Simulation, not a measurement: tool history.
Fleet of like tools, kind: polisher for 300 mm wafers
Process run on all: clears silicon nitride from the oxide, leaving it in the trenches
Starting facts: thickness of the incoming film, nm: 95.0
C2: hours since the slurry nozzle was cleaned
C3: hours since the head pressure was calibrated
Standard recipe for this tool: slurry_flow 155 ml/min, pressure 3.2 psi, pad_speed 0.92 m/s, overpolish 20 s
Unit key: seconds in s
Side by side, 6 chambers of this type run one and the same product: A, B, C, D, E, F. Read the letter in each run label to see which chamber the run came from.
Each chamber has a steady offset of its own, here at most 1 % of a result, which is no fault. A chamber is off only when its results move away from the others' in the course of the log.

run 1E hour=10.3 | slurry_flow=155 pressure=3.2 pad_speed=0.92 overpolish=20 | wafers_polished_on_this_pad=150 C2=712.7 C3=407.1 | seconds=104.23
-- hour=15.9 chamber A: worn pad replaced by a new one
run 2B hour=18 | slurry_flow=155 pressure=3.2 pad_speed=0.92 overpolish=20 | wafers_polished_on_this_pad=1023 C2=254.2 C3=866.9 | seconds=102.47
run 3C hour=27 | slurry_flow=155 pressure=3.2 pad_speed=0.92 overpolish=20 | wafers_polished_on_this_pad=1311 C2=29.8 C3=383.3 | seconds=104.08
-- hour=28.2 chamber D: worn pad replaced by a new one
run 4F hour=37.9 | slurry_flow=155 pressure=3.2 pad_speed=0.92 overpolish=20 | wafers_polished_on_this_pad=400 C2=187.8 C3=554.9 | seconds=105.54
run 5D hour=49.1 | slurry_flow=155 pressure=3.2 pad_speed=0.92 overpolish=20 | wafers_polished_on_this_pad=175 C2=360.2 C3=459.6 | seconds=104.46
-- hour=51.2 chamber C: worn pad replaced by a new one
run 6A hour=57.7 | slurry_flow=155 pressure=3.2 pad_speed=0.92 overpolish=20 | wafers_polished_on_this_pad=350 C2=377.2 C3=308.4 | seconds=103.89
-- hour=60.4 chamber B: worn pad replaced by a new one
run 7E hour=64.7 | slurry_flow=155 pressure=3.2 pad_speed=0.92 overpolish=20 | wafers_polished_on_this_pad=607 C2=767.1 C3=461.5 | seconds=105.39
-- hour=68.9 chamber F: worn pad replaced by a new one
-- hour=76.1 chamber E: worn pad replaced by a new one
run 8B hour=76.4 | slurry_flow=155 pressure=3.2 pad_speed=0.92 overpolish=20 | wafers_polished_on_this_pad=134 C2=312.6 C3=925.3 | seconds=102.39
-- hour=81.2 chamber E: slurry nozzle cleaned
run 9F hour=84.9 | slurry_flow=155 pressure=3.2 pad_speed=0.92 overpolish=20 | wafers_polished_on_this_pad=134 C2=234.8 C3=601.9 | seconds=104.72
-- hour=86.3 chamber F: slurry nozzle cleaned
run 10C hour=95.7 | slurry_flow=155 pressure=3.2 pad_speed=0.92 overpolish=20 | wafers_polished_on_this_pad=373 C2=98.5 C3=452 | seconds=104.88
run 11D hour=104.2 | slurry_flow=155 pressure=3.2 pad_speed=0.92 overpolish=20 | wafers_polished_on_this_pad=637 C2=415.3 C3=514.7 | seconds=101.75
-- hour=107.6 chamber D: worn pad replaced by a new one
run 12A hour=112.4 | slurry_flow=155 pressure=3.2 pad_speed=0.92 overpolish=20 | wafers_polished_on_this_pad=809 C2=431.9 C3=363.1 | seconds=105.77
run 13D hour=120.8 | slurry_flow=195 pressure=3.2 pad_speed=0.92 overpolish=31 | wafers_polished_on_this_pad=110 C2=431.9 C3=531.3 | seconds=102.55
run 14A hour=130.9 | slurry_flow=195 pressure=3.2 pad_speed=0.92 overpolish=31 | wafers_polished_on_this_pad=964 C2=450.4 C3=381.6 | seconds=101.64
-- hour=132.6 chamber D: slurry nozzle cleaned
run 15F hour=136.6 | slurry_flow=195 pressure=3.2 pad_speed=0.92 overpolish=31 | wafers_polished_on_this_pad=567 C2=50.3 C3=653.6 | seconds=101.63
-- hour=138.8 chamber A: worn pad replaced by a new one
-- hour=144.3 chamber F: worn pad replaced by a new one
run 16E hour=146.5 | slurry_flow=195 pressure=3.2 pad_speed=0.92 overpolish=31 | wafers_polished_on_this_pad=590 C2=65.3 C3=543.3 | seconds=99.862
run 17B hour=157.7 | slurry_flow=195 pressure=3.2 pad_speed=0.92 overpolish=31 | wafers_polished_on_this_pad=816 C2=393.9 C3=1006.6 | seconds=102.68
-- hour=165.4 chamber E: worn pad replaced by a new one
run 18C hour=165.7 | slurry_flow=195 pressure=3.2 pad_speed=0.92 overpolish=31 | wafers_polished_on_this_pad=960 C2=168.5 C3=522 | seconds=101.09
run 19F hour=172.4 | slurry_flow=155 pressure=3.2 pad_speed=0.92 overpolish=20 | wafers_polished_on_this_pad=235 C2=86.1 C3=689.4 | seconds=103.97
run 20B hour=179.3 | slurry_flow=155 pressure=3.2 pad_speed=0.92 overpolish=20 | wafers_polished_on_this_pad=997 C2=415.5 C3=1028.2 | seconds=106.89
run 21A hour=185.3 | slurry_flow=155 pressure=3.2 pad_speed=0.92 overpolish=20 | wafers_polished_on_this_pad=390 C2=504.8 C3=436 | seconds=105.32
-- hour=186.1 chamber B: worn pad replaced by a new one
run 22E hour=191.3 | slurry_flow=155 pressure=3.2 pad_speed=0.92 overpolish=20 | wafers_polished_on_this_pad=217 C2=110.1 C3=588.1 | seconds=104.43
run 23D hour=199.4 | slurry_flow=155 pressure=3.2 pad_speed=0.92 overpolish=20 | wafers_polished_on_this_pad=769 C2=66.9 C3=609.9 | seconds=105.55
-- hour=202.9 chamber C: head pressure recalibrated
run 24C hour=208.2 | slurry_flow=155 pressure=3.2 pad_speed=0.92 overpolish=20 | wafers_polished_on_this_pad=1316 C2=211 C3=5.3 | seconds=104.14
-- hour=213.4 chamber D: worn pad replaced by a new one
run 25C hour=217.2 | slurry_flow=155 pressure=3.2 pad_speed=0.92 overpolish=20 | wafers_polished_on_this_pad=1391 C2=220 C3=14.3 | seconds=105.26
run 26D hour=222.5 | slurry_flow=155 pressure=3.2 pad_speed=0.92 overpolish=20 | wafers_polished_on_this_pad=76 C2=90 C3=633 | seconds=103.79
-- hour=226.1 chamber C: worn pad replaced by a new one
-- hour=227.2 chamber F: worn pad replaced by a new one
run 27F hour=228 | slurry_flow=155 pressure=3.2 pad_speed=0.92 overpolish=20 | wafers_polished_on_this_pad=7 C2=141.7 C3=745 | seconds=103.2
run 28A hour=234.8 | slurry_flow=155 pressure=3.2 pad_speed=0.92 overpolish=20 | wafers_polished_on_this_pad=805 C2=554.3 C3=485.5 | seconds=105.91
-- hour=236.4 chamber D: head pressure recalibrated
-- hour=238.5 chamber A: slurry nozzle cleaned
run 29B hour=241 | slurry_flow=155 pressure=3.2 pad_speed=0.92 overpolish=20 | wafers_polished_on_this_pad=460 C2=477.2 C3=1089.9 | seconds=109.54
-- hour=242.3 chamber C: slurry nozzle cleaned
run 30E hour=249.3 | slurry_flow=155 pressure=3.2 pad_speed=0.92 overpolish=20 | wafers_polished_on_this_pad=704 C2=168.1 C3=646.1 | seconds=104.92
-- hour=255.9 chamber E: worn pad replaced by a new one
run 31B hour=259.4 | slurry_flow=155 pressure=3.2 pad_speed=0.92 overpolish=20 | wafers_polished_on_this_pad=614 C2=495.6 C3=1108.3 | seconds=109.71
-- hour=268.1 chamber E: head pressure recalibrated
run 32C hour=269.9 | slurry_flow=155 pressure=3.2 pad_speed=0.92 overpolish=20 | wafers_polished_on_this_pad=367 C2=27.7 C3=67 | seconds=105.17
run 33D hour=278.8 | slurry_flow=155 pressure=3.2 pad_speed=0.92 overpolish=20 | wafers_polished_on_this_pad=548 C2=146.3 C3=42.4 | seconds=102.97
run 34F hour=285.3 | slurry_flow=155 pressure=3.2 pad_speed=0.92 overpolish=20 | wafers_polished_on_this_pad=487 C2=199 C3=802.3 | seconds=103.93
-- hour=291.1 chamber A: worn pad replaced by a new one
-- hour=291.9 chamber F: worn pad replaced by a new one
run 35E hour=296.3 | slurry_flow=155 pressure=3.2 pad_speed=0.92 overpolish=20 | wafers_polished_on_this_pad=339 C2=215.1 C3=28.2 | seconds=105.35
run 36A hour=303 | slurry_flow=155 pressure=3.2 pad_speed=0.92 overpolish=20 | wafers_polished_on_this_pad=99 C2=64.6 C3=553.7 | seconds=105.39
run 37E hour=309.5 | slurry_flow=155 pressure=3.2 pad_speed=0.92 overpolish=20 | wafers_polished_on_this_pad=450 C2=228.3 C3=41.4 | seconds=106.61
run 38B hour=318.9 | slurry_flow=155 pressure=3.2 pad_speed=0.92 overpolish=20 | wafers_polished_on_this_pad=1113 C2=555.1 C3=1167.8 | seconds=114.53
run 39F hour=324.1 | slurry_flow=155 pressure=3.2 pad_speed=0.92 overpolish=20 | wafers_polished_on_this_pad=270 C2=237.8 C3=841.1 | seconds=103.5
run 40C hour=331.8 | slurry_flow=155 pressure=3.2 pad_speed=0.92 overpolish=20 | wafers_polished_on_this_pad=886 C2=89.6 C3=128.9 | seconds=103.63
run 41A hour=343.4 | slurry_flow=155 pressure=3.2 pad_speed=0.92 overpolish=20 | wafers_polished_on_this_pad=438 C2=105 C3=594.1 | seconds=105.05

The same settings go to every chamber for the next run, one line per chamber below. Forecast the results for each:
run 42A hour=351.8 | slurry_flow=155 pressure=3.2 pad_speed=0.92 overpolish=20 | seconds=?
run 42B hour=351.8 | slurry_flow=155 pressure=3.2 pad_speed=0.92 overpolish=20 | seconds=?
run 42C hour=351.8 | slurry_flow=155 pressure=3.2 pad_speed=0.92 overpolish=20 | seconds=?
run 42D hour=351.8 | slurry_flow=155 pressure=3.2 pad_speed=0.92 overpolish=20 | seconds=?
run 42E hour=351.8 | slurry_flow=155 pressure=3.2 pad_speed=0.92 overpolish=20 | seconds=?
run 42F hour=351.8 | slurry_flow=155 pressure=3.2 pad_speed=0.92 overpolish=20 | seconds=?

run=42A seconds=104.86
run=42B seconds=118.16
run=42C seconds=104.35
run=42D seconds=103.59
run=42E seconds=105.01
run=42F seconds=104.99
